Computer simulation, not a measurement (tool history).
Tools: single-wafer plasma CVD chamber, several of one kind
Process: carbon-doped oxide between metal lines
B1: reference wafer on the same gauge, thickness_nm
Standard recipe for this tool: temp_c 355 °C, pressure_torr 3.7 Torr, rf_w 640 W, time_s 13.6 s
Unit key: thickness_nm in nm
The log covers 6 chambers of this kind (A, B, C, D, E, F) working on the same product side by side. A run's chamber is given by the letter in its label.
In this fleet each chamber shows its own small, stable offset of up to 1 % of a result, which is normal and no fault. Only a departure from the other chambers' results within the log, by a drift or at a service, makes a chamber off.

run 1B hour=3.6 | temp_c=355 pressure_torr=3.7 rf_w=640 time_s=13.6 | B1=92.805 | thickness_nm=77.666
run 2F hour=9 | temp_c=355 pressure_torr=3.7 rf_w=640 time_s=13.6 | B1=92.805 | thickness_nm=77.456
run 3E hour=12 | temp_c=355 pressure_torr=3.7 rf_w=640 time_s=13.6 | B1=92.836 | thickness_nm=77.505
run 4A hour=17.3 | temp_c=355 pressure_torr=3.7 rf_w=640 time_s=13.6 | B1=92.828 | thickness_nm=77.49
run 5C hour=20.6 | temp_c=355 pressure_torr=3.7 rf_w=640 time_s=13.6 | B1=92.883 | thickness_nm=78.269
run 6D hour=25.3 | temp_c=355 pressure_torr=3.7 rf_w=640 time_s=13.6 | B1=92.89 | thickness_nm=78.384
run 7E hour=29.3 | temp_c=355 pressure_torr=3.7 rf_w=640 time_s=13.6 | B1=92.885 | thickness_nm=77.66
run 8D hour=33 | temp_c=355 pressure_torr=3.7 rf_w=640 time_s=13.6 | B1=92.908 | thickness_nm=78.502
run 9A hour=38 | temp_c=355 pressure_torr=3.7 rf_w=640 time_s=13.6 | B1=92.92 | thickness_nm=77.612
run 10F hour=42.3 | temp_c=355 pressure_torr=4.31 rf_w=640 time_s=13.6 | B1=92.925 | thickness_nm=79.14
run 11B hour=45.4 | temp_c=355 pressure_torr=4.31 rf_w=640 time_s=13.6 | B1=92.923 | thickness_nm=79.445
run 12C hour=50.6 | temp_c=355 pressure_torr=4.31 rf_w=640 time_s=13.6 | B1=92.943 | thickness_nm=79.74
run 13C hour=53.9 | temp_c=355 pressure_torr=4.31 rf_w=640 time_s=13.6 | B1=92.978 | thickness_nm=79.937
run 14A hour=58.8 | temp_c=355 pressure_torr=4.31 rf_w=640 time_s=13.6 | B1=92.972 | thickness_nm=78.947
run 15E hour=62.4 | temp_c=355 pressure_torr=4.31 rf_w=640 time_s=13.6 | B1=93 | thickness_nm=79.248
run 16D hour=67.9 | temp_c=355 pressure_torr=3.7 rf_w=640 time_s=13.6 | B1=93.027 | thickness_nm=78.456
run 17B hour=71.8 | temp_c=355 pressure_torr=3.7 rf_w=640 time_s=13.6 | B1=93.05 | thickness_nm=77.975
run 18F hour=76.1 | temp_c=355 pressure_torr=3.7 rf_w=640 time_s=13.6 | B1=93.024 | thickness_nm=77.59
run 19A hour=81.8 | temp_c=355 pressure_torr=4.4 rf_w=640 time_s=13.6 | B1=93.064 | thickness_nm=79.47
run 20F hour=87 | temp_c=355 pressure_torr=4.4 rf_w=640 time_s=13.6 | B1=93.076 | thickness_nm=79.214
run 21E hour=91.2 | temp_c=355 pressure_torr=4.4 rf_w=640 time_s=13.6 | B1=93.092 | thickness_nm=79.388
run 22D hour=95.2 | temp_c=355 pressure_torr=4.4 rf_w=640 time_s=13.6 | B1=93.111 | thickness_nm=80.286
run 23C hour=99 | temp_c=355 pressure_torr=4.4 rf_w=640 time_s=13.6 | B1=93.109 | thickness_nm=80.082
run 24B hour=104.2 | temp_c=355 pressure_torr=4.4 rf_w=640 time_s=13.6 | B1=93.117 | thickness_nm=79.834
run 25D hour=108 | temp_c=355 pressure_torr=3.7 rf_w=640 time_s=13.6 | B1=93.127 | thickness_nm=78.696
run 26B hour=111.5 | temp_c=355 pressure_torr=3.7 rf_w=640 time_s=13.6 | B1=93.104 | thickness_nm=78.024
run 27A hour=116.1 | temp_c=364 pressure_torr=3.7 rf_w=640 time_s=13.6 | B1=93.187 | thickness_nm=75.997
run 28E hour=119.8 | temp_c=364 pressure_torr=3.7 rf_w=640 time_s=13.6 | B1=93.159 | thickness_nm=76.029
run 29C hour=123.6 | temp_c=364 pressure_torr=3.7 rf_w=640 time_s=13.6 | B1=93.203 | thickness_nm=76.624
run 30F hour=127 | temp_c=364 pressure_torr=3.7 rf_w=640 time_s=13.6 | B1=93.239 | thickness_nm=75.962
run 31F hour=129.6 | temp_c=364 pressure_torr=3.7 rf_w=640 time_s=13.6 | B1=93.211 | thickness_nm=75.854
run 32D hour=134 | temp_c=364 pressure_torr=3.7 rf_w=640 time_s=13.6 | B1=93.242 | thickness_nm=76.893
run 33E hour=138.7 | temp_c=355 pressure_torr=3.7 rf_w=640 time_s=13.6 | B1=93.232 | thickness_nm=78.016
run 34C hour=142.6 | temp_c=355 pressure_torr=3.7 rf_w=580 time_s=11.1 | B1=93.239 | thickness_nm=60.533
run 35A hour=145.5 | temp_c=355 pressure_torr=3.7 rf_w=580 time_s=11.1 | B1=93.25 | thickness_nm=59.958
run 36B hour=148.8 | temp_c=355 pressure_torr=3.7 rf_w=580 time_s=11.1 | B1=93.257 | thickness_nm=60.184

Is one chamber out of step, is the gauge drifting, or do the chambers differ by no more than their own small offsets? For an off chamber, give its letter and the likeliest cause.

It is the gauge, not a chamber: its drift shows up in every chamber's results at once, and no chamber is off.
What lies behind it: gauge reads high (%) = 0.524.

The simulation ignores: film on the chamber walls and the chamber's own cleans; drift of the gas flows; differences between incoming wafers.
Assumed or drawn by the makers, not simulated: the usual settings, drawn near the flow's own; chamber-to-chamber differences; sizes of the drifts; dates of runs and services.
